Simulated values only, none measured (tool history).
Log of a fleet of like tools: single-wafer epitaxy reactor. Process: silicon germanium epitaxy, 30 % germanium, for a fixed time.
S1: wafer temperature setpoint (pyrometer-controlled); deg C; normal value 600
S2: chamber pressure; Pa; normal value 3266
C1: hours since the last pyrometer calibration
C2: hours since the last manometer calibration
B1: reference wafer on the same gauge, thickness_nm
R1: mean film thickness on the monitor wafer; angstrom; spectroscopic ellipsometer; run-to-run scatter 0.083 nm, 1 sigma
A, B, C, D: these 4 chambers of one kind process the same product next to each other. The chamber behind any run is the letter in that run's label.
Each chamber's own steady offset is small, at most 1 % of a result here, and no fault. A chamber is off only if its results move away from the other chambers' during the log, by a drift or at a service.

Run 1A, day 0.562: usual settings; C1 213.3; C2 779.3; B1 73.18. Result: R1 636.56 angstrom.
Run 2B, day 1.033: usual settings; C1 1250.7; C2 189.6; B1 73.169. Result: R1 635.78 angstrom.
Run 3D, day 1.508: usual settings; C1 2209.3; C2 626.2; B1 73.152. Result: R1 643.22 angstrom.
Run 4C, day 2.092: usual settings; C1 959.1; C2 1907.9; B1 73.152. Result: R1 644.52 angstrom.
Run 5A, day 2.754: usual settings; C1 265.9; C2 831.9; B1 73.135. Result: R1 637.5 angstrom.
Run 6D, day 3.167: usual settings; C1 2249.1; C2 666; B1 73.118. Result: R1 641.22 angstrom.
Run 7C, day 3.65: usual settings; C1 996.5; C2 1945.3; B1 73.104. Result: R1 644.27 angstrom.
Run 8B, day 4.038: usual settings; C1 1322.8; C2 261.7; B1 73.127. Result: R1 634.73 angstrom.
Run 9A, day 4.504: usual settings; C1 307.9; C2 873.9; B1 73.083. Result: R1 634.37 angstrom.
At day 4.758: chamber D: pyrometer calibrated.
Run 10D, day 4.962: usual settings but S1 607 deg C, S2 3933 Pa; C1 5; C2 709.1; B1 73.089. Result: R1 785.09 angstrom.
Run 11B, day 5.408: usual settings but S1 607 deg C, S2 3933 Pa; C1 1355.7; C2 294.6; B1 73.082. Result: R1 774.25 angstrom.
Run 12C, day 5.979: usual settings but S1 607 deg C, S2 3933 Pa; C1 1052.4; C2 2001.2; B1 73.086. Result: R1 785.84 angstrom.
Run 13C, day 6.296: usual settings but S1 607 deg C, S2 3933 Pa; C1 1060; C2 2008.8; B1 73.047. Result: R1 785.55 angstrom.
Run 14A, day 6.883: usual settings; C1 365; C2 931; B1 73.037. Result: R1 634.6 angstrom.
Run 15D, day 7.312: usual settings but S1 589 deg C, S2 3640 Pa; C1 61.4; C2 765.5; B1 73.036. Result: R1 544.43 angstrom.
Run 16B, day 7.867: usual settings but S1 589 deg C, S2 3640 Pa; C1 1414.7; C2 353.6; B1 73.046. Result: R1 539.88 angstrom.
Run 17B, day 8.492: usual settings but S1 589 deg C, S2 3640 Pa; C1 1429.7; C2 368.6; B1 73.012. Result: R1 540.45 angstrom.
Run 18A, day 9.012: usual settings but S1 589 deg C, S2 3640 Pa; C1 416.1; C2 982.1; B1 73.018. Result: R1 540.2 angstrom.
Run 19D, day 9.521: usual settings; C1 114.4; C2 818.5; B1 72.974. Result: R1 640.94 angstrom.
Run 20C, day 10.183: usual settings; C1 1153.3; C2 2102.1; B1 72.973. Result: R1 642.3 angstrom.
Run 21D, day 10.508: usual settings but S1 591 deg C, S2 2920 Pa; C1 138.1; C2 842.2; B1 72.975. Result: R1 517.29 angstrom.
Run 22A, day 10.888: usual settings but S1 591 deg C, S2 2920 Pa; C1 461.1; C2 1027.1; B1 72.968. Result: R1 513.16 angstrom.
Run 23C, day 11.471: usual settings but S1 591 deg C, S2 2920 Pa; C1 1184.2; C2 2133; B1 72.956. Result: R1 521.03 angstrom.
Run 24B, day 12.112: usual settings but S1 591 deg C, S2 2920 Pa; C1 1516.6; C2 455.5; B1 72.92. Result: R1 512.28 angstrom.
Run 25B, day 12.654: usual settings; C1 1529.6; C2 468.5; B1 72.91. Result: R1 630.27 angstrom.
Run 26D, day 13.092: usual settings but S2 3506 Pa; C1 200.1; C2 904.2; B1 72.926. Result: R1 658.46 angstrom.
Run 27C, day 13.588: usual settings but S2 3506 Pa; C1 1235; C2 2183.8; B1 72.906. Result: R1 660.69 angstrom.
Run 28A, day 14.233: usual settings but S2 3506 Pa; C1 541.4; C2 1107.4; B1 72.886. Result: R1 652.11 angstrom.
Run 29B, day 14.608: usual settings but S2 3506 Pa; C1 1576.5; C2 515.4; B1 72.891. Result: R1 648.6 angstrom.
Run 30C, day 15.242: usual settings; C1 1274.7; C2 2223.5; B1 72.869. Result: R1 642.65 angstrom.
Run 31D, day 15.696: usual settings; C1 262.6; C2 966.7; B1 72.853. Result: R1 638.42 angstrom.
Run 32A, day 16.029: usual settings; C1 584.5; C2 1150.5; B1 72.848. Result: R1 630.35 angstrom.
Run 33A, day 16.4: usual settings; C1 593.4; C2 1159.4; B1 72.847. Result: R1 631.05 angstrom.
Run 34C, day 16.912: usual settings; C1 1314.8; C2 2263.6; B1 72.836. Result: R1 641.17 angstrom.
At day 16.921: chamber B: pyrometer calibrated.
Run 35B, day 17.417: usual settings; C1 11.9; C2 582.8; B1 72.817. Result: R1 631.99 angstrom.

Read the log: is a single chamber off, either drifting away or since a service, is the gauge that measures every chamber drifting, or is nothing wrong beyond small per-chamber offsets? Name any odd chamber and what most likely caused it.

The gauge drifts, so all chambers seem to drift together. No chamber is off.
Likeliest cause: gauge reads low (%) = 0.53.
